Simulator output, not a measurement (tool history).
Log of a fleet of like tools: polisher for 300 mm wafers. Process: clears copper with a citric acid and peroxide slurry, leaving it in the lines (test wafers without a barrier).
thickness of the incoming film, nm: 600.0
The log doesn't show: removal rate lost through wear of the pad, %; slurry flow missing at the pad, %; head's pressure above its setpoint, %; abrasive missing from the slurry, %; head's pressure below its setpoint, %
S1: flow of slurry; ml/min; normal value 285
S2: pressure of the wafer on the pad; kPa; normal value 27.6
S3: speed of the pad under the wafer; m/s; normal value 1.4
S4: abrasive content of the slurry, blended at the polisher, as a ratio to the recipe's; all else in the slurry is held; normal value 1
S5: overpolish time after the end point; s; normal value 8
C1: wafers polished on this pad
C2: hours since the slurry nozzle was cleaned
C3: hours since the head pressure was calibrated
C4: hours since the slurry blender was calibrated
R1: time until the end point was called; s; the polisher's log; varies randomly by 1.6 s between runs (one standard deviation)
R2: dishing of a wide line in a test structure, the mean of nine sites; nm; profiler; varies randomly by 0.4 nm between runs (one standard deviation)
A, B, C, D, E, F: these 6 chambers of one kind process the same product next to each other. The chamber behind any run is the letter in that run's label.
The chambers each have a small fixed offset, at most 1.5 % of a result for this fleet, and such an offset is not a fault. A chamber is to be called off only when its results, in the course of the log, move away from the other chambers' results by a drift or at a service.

run   hour   S1    S2    S3    S4  S5    C1     C2      C3     C4      R1      R2
 1F   12.6  285  27.6   1.4     1   8   368   96.3  1000.7  145.5  166.09  20.472
      15.7  -- chamber B: worn pad replaced by a new one
 2C   20.7  285  27.6   1.4     1   8   373  344.5   182.2  148.5  165.87   20.99
      27.5  -- chamber D: slurry blender recalibrated
      28.5  -- chamber B: slurry blender recalibrated
 3D   33.8  285  27.6   1.4     1   8   731   63.3   447.6    6.4  164.99  20.521
      41.3  -- chamber F: slurry blender recalibrated
 4B   44.4  285  27.6   1.4     1   8   181  626.9   246.7     16  165.75  20.218
      50.2  -- chamber F: worn pad replaced by a new one
 5A   53.2  285  27.6   1.4     1   8   936  259.4   753.1  250.4  168.59  21.065
 6E   64.7  285  22.1  1.54     1   8  1199  128.1  1131.6    236   188.1  19.104
      66.2  -- chamber E: worn pad replaced by a new one
      74.4  -- chamber C: slurry blender recalibrated
 7F   77.1  285  22.1  1.54     1   8   170  160.8  1065.2   35.9  189.81  17.955
 8A   88.8  285  22.1  1.54     1   8  1161    295   788.7    286  191.36  18.066
      90.7  -- chamber E: head pressure recalibrated
      91.8  -- chamber D: worn pad replaced by a new one
 9B  101.8  285  22.1  1.54     1   8   544  684.3   304.1   73.4  187.96  17.825
10C  113.7  285  22.1  1.54     1   8   961  437.5   275.2   39.3     188  18.204
       115  -- chamber A: worn pad replaced by a new one
     116.8  -- chamber E: slurry nozzle cleaned
     118.7  -- chamber B: slurry nozzle cleaned
     120.3  -- chamber A: slurry nozzle cleaned
11D  126.1  285  22.1  1.54     1   8   217  155.6   539.9   98.7  189.89  18.775
     126.9  -- chamber F: worn pad replaced by a new one
     134.8  -- chamber C: worn pad replaced by a new one
12E    141  285  27.6   1.4     1   8   473   24.3    50.3  312.3  166.01  20.589
     141.2  -- chamber A: slurry blender recalibrated
13B  147.8  285  27.6   1.4     1   8   835   29.1   350.1  119.4  172.07  19.456
     156.6  -- chamber A: head pressure recalibrated
14F  158.2  285  27.6   1.4     1   8   198  241.9  1146.3    117   165.3  20.885
     160.7  -- chamber C: head pressure recalibrated
15C  170.9  285  27.6   1.4     1   8   228  494.7    10.3   96.5  164.87  19.517
16D  185.6  285  27.6   1.4     1   8   593  215.1   599.4  158.2  166.29  20.782
17A  192.2  285  27.6   1.4     1   5   488     72    35.7   51.1  169.88  13.364
18E  207.1  285  27.6   1.4     1   5   891   90.4   116.4  378.4  166.39  13.536
19D  217.4  285  27.6   1.4     1   5   794  246.9   631.2    190  169.15  13.705
     222.1  -- chamber E: slurry blender recalibrated
20C    225  285  27.6   1.4     1   5   570  548.8    64.4  150.6  167.87  13.058
     228.1  -- chamber F: worn pad replaced by a new one
     235.3  -- chamber B: worn pad replaced by a new one
21B    236  285  27.6   1.4     1   5     4  117.3   438.3  207.6  177.26  12.869
       244  -- chamber F: slurry blender recalibrated
22A  246.1  285  27.6   1.4     1   5   828  125.9    89.6    105  165.71  13.656
     252.6  -- chamber F: head pressure recalibrated
23E  254.6  285  27.6   1.4     1   8  1191  137.9   163.9   32.6  166.33  20.106
     262.8  -- chamber F: slurry nozzle cleaned
24F  266.5  285  27.6   1.4     1   8   242    3.8      14   22.6  165.99  20.521
25F  276.3  285  27.6   1.4     1   8   304   13.6    23.8   32.4  167.29  19.949
     280.1  -- chamber D: worn pad replaced by a new one
26A  289.3  285  27.6  1.54  1.15   8  1102  169.1   132.8  148.2  148.69  22.676
27B  302.8  285  27.6  1.54  1.15   8   427  184.1   505.1  274.4  161.68  21.328
     304.9  -- chamber C: slurry blender recalibrated
     305.2  -- chamber E: worn pad replaced by a new one
28C  315.9  285  27.6  1.54  1.15   8  1145  639.7   155.3     11  146.64  22.422
     316.5  -- chamber C: worn pad replaced by a new one
29E  322.9  285  27.6  1.54  1.15   8   112  206.2   232.2  100.9  148.22   22.42
     326.6  -- chamber F: worn pad replaced by a new one
     330.6  -- chamber E: slurry nozzle cleaned
30D  337.3  285  27.6  1.54  1.15   8   362  366.8   751.1  309.9  147.66   22.53
     337.7  -- chamber A: worn pad replaced by a new one
     346.2  -- chamber D: slurry blender recalibrated
31D  346.2  285  27.6  1.54  1.15   8   418  375.7     760    0.1  148.93   22.96
32A    356  285  27.6   1.4     1   8   116  235.8   199.5  214.9  167.88  20.751
     361.9  -- chamber C: slurry nozzle cleaned
33F  370.6  285  27.6   1.4     1   8   278  107.9   118.1  126.7  164.95  20.322
34E  383.5  285  18.6   1.4  1.25   8   495     53   292.8  161.5  233.09  14.309
35C  393.6  285  18.6   1.4  1.25   8   487   31.7     233   88.7  234.05  15.134
36B  401.6  285  18.6   1.4  1.25   8  1051  282.9   603.9  373.2  257.65  13.799
     404.7  -- chamber F: worn pad replaced by a new one
37D  410.2  285  18.6   1.4  1.25   8   823  439.7     824   64.1  231.46  14.975
38E  424.1  285  18.6   1.4  1.25   8   752   93.6   333.4  202.1  234.03  15.436
39F  432.5  285  18.6   1.4  1.25   8   175  169.8     180  188.6  237.51  14.893
40A  443.6  285  27.6   1.4     1   8   670  323.4   287.1  302.5  166.12  21.085

Predict what each chamber gives when all 6 of them run the settings below next.
41A  454.4  285  21.4  1.4   1   8                   ?   ?
41B  454.4  285  21.4  1.4   1   8                   ?   ?
41C  454.4  285  21.4  1.4   1   8                   ?   ?
41D  454.4  285  21.4  1.4   1   8                   ?   ?
41E  454.4  285  21.4  1.4   1   8                   ?   ?
41F  454.4  285  21.4  1.4   1   8                   ?   ?

run      R1      R2
41A  217.33  16.116
41B  243.07  14.705
41C  215.59  16.257
41D  212.57  16.888
41E  215.79  16.301
41F  210.85  16.348

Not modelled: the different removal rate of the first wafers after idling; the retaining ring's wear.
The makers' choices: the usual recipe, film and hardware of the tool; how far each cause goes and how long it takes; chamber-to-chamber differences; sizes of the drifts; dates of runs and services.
